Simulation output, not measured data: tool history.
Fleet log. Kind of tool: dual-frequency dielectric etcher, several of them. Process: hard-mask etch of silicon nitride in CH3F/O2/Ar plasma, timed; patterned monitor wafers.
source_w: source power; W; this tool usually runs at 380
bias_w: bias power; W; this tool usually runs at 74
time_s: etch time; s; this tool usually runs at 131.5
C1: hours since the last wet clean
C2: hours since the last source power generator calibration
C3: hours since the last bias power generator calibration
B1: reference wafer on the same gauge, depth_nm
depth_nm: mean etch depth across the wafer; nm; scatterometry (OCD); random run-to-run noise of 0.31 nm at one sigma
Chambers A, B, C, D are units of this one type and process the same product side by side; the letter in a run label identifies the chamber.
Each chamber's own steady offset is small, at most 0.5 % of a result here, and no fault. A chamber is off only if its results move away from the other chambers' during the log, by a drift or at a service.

run 1C hour=3 | source_w=380 bias_w=74 time_s=131.5 | C1=368.7 C2=919.4 C3=2598.4 | B1=109 | depth_nm=90.874
run 2A hour=6.4 | source_w=380 bias_w=74 time_s=131.5 | C1=236.2 C2=1367.4 C3=1996 | B1=109.02 | depth_nm=91.236
run 3B hour=9.6 | source_w=380 bias_w=74 time_s=131.5 | C1=296.8 C2=3717.4 C3=1710.3 | B1=109.03 | depth_nm=90.955
run 4D hour=12.8 | source_w=380 bias_w=74 time_s=131.5 | C1=365.8 C2=4066.7 C3=1347.1 | B1=108.96 | depth_nm=90.677
run 5C hour=15.5 | source_w=380 bias_w=74 time_s=131.5 | C1=381.2 C2=931.9 C3=2610.9 | B1=109.04 | depth_nm=91.168
run 6B hour=20 | source_w=380 bias_w=74 time_s=131.5 | C1=307.2 C2=3727.8 C3=1720.7 | B1=108.93 | depth_nm=90.324
run 7D hour=24.7 | source_w=380 bias_w=74 time_s=131.5 | C1=377.7 C2=4078.6 C3=1359 | B1=109 | depth_nm=90.535
run 8A hour=29.2 | source_w=380 bias_w=74 time_s=131.5 | C1=259 C2=1390.2 C3=2018.8 | B1=108.94 | depth_nm=91.751
-- hour=32.4 chamber B: source power generator calibrated
run 9C hour=32.8 | source_w=380 bias_w=74 time_s=131.5 | C1=398.5 C2=949.2 C3=2628.2 | B1=108.97 | depth_nm=91.528
run 10D hour=36.2 | source_w=380 bias_w=74 time_s=131.5 | C1=389.2 C2=4090.1 C3=1370.5 | B1=109.01 | depth_nm=90.373
run 11B hour=40.3 | source_w=380 bias_w=74 time_s=131.5 | C1=327.5 C2=7.9 C3=1741 | B1=108.95 | depth_nm=90.456
run 12A hour=42.4 | source_w=380 bias_w=74 time_s=131.5 | C1=272.2 C2=1403.4 C3=2032 | B1=109.1 | depth_nm=92.013
run 13A hour=46.7 | source_w=450 bias_w=74 time_s=147.5 | C1=276.5 C2=1407.7 C3=2036.3 | B1=108.92 | depth_nm=109.2
run 14D hour=49.4 | source_w=450 bias_w=74 time_s=147.5 | C1=402.4 C2=4103.3 C3=1383.7 | B1=109 | depth_nm=108.62
run 15C hour=51.5 | source_w=450 bias_w=74 time_s=147.5 | C1=417.2 C2=967.9 C3=2646.9 | B1=109.04 | depth_nm=108.61
run 16B hour=54.7 | source_w=450 bias_w=74 time_s=147.5 | C1=341.9 C2=22.3 C3=1755.4 | B1=109.01 | depth_nm=108.04
run 17D hour=57.3 | source_w=380 bias_w=74 time_s=131.5 | C1=410.3 C2=4111.2 C3=1391.6 | B1=108.96 | depth_nm=90.588
run 18B hour=61.9 | source_w=380 bias_w=74 time_s=131.5 | C1=349.1 C2=29.5 C3=1762.6 | B1=108.97 | depth_nm=89.737
run 19A hour=66.4 | source_w=480 bias_w=59 time_s=131.5 | C1=296.2 C2=1427.4 C3=2056 | B1=109.1 | depth_nm=92.461
run 20C hour=69.3 | source_w=480 bias_w=59 time_s=131.5 | C1=435 C2=985.7 C3=2664.7 | B1=109.03 | depth_nm=91.862
run 21D hour=72.9 | source_w=480 bias_w=59 time_s=131.5 | C1=425.9 C2=4126.8 C3=1407.2 | B1=109.08 | depth_nm=91.998
run 22C hour=75.7 | source_w=480 bias_w=59 time_s=131.5 | C1=441.4 C2=992.1 C3=2671.1 | B1=109.05 | depth_nm=92.113
run 23B hour=78.3 | source_w=380 bias_w=74 time_s=131.5 | C1=365.5 C2=45.9 C3=1779 | B1=109.03 | depth_nm=89.632
run 24A hour=82.6 | source_w=460 bias_w=84 time_s=131.5 | C1=312.4 C2=1443.6 C3=2072.2 | B1=108.98 | depth_nm=102.97
run 25A hour=85.2 | source_w=460 bias_w=84 time_s=131.5 | C1=315 C2=1446.2 C3=2074.8 | B1=108.97 | depth_nm=103.08
run 26C hour=89.9 | source_w=460 bias_w=84 time_s=131.5 | C1=455.6 C2=1006.3 C3=2685.3 | B1=108.88 | depth_nm=102.57
run 27D hour=93.6 | source_w=460 bias_w=84 time_s=131.5 | C1=446.6 C2=4147.5 C3=1427.9 | B1=109.05 | depth_nm=101.66
run 28B hour=98 | source_w=380 bias_w=74 time_s=131.5 | C1=385.2 C2=65.6 C3=1798.7 | B1=108.95 | depth_nm=88.899
run 29A hour=102.6 | source_w=380 bias_w=74 time_s=131.5 | C1=332.4 C2=1463.6 C3=2092.2 | B1=109.05 | depth_nm=91.654

Decide between three cases: one chamber stands off from its peers, the gauge reading all wafers drifts, or nothing is wrong past each chamber's small offset. Where a chamber is off, say which and what most likely put it there.

It is chamber B that slowly wanders off from its peers.
Cause: etch rate under this chamber's usual, % = 2.8.

Below are 4 candidate recipes for chamber B's next run, each the usual settings with a change, their results shown as question marks. Which of them brings B's results back in line with what the other chambers give on the usual settings?
In line means no further than this from the other chambers' mean on the usual settings: depth_nm 1.1 nm
run 30B-1 hour=105.9 | source_w=380 bias_w=74 time_s=132 | depth_nm=?
run 30B-2 hour=105.9 | source_w=380 bias_w=74 time_s=130.5 | depth_nm=?
run 30B-3 hour=105.9 | source_w=380 bias_w=74 time_s=128.5 | depth_nm=?
run 30B-4 hour=105.9 | source_w=380 bias_w=74 time_s=135 | depth_nm=?

Mean of the other chambers on the usual settings: depth_nm 91.008 nm
run=30B-1 depth_nm=88.921
run=30B-2 depth_nm=87.91
run=30B-3 depth_nm=86.563
run=30B-4 depth_nm=90.941
30B-4 is the one that brings the chamber's results back in line with the other chambers.
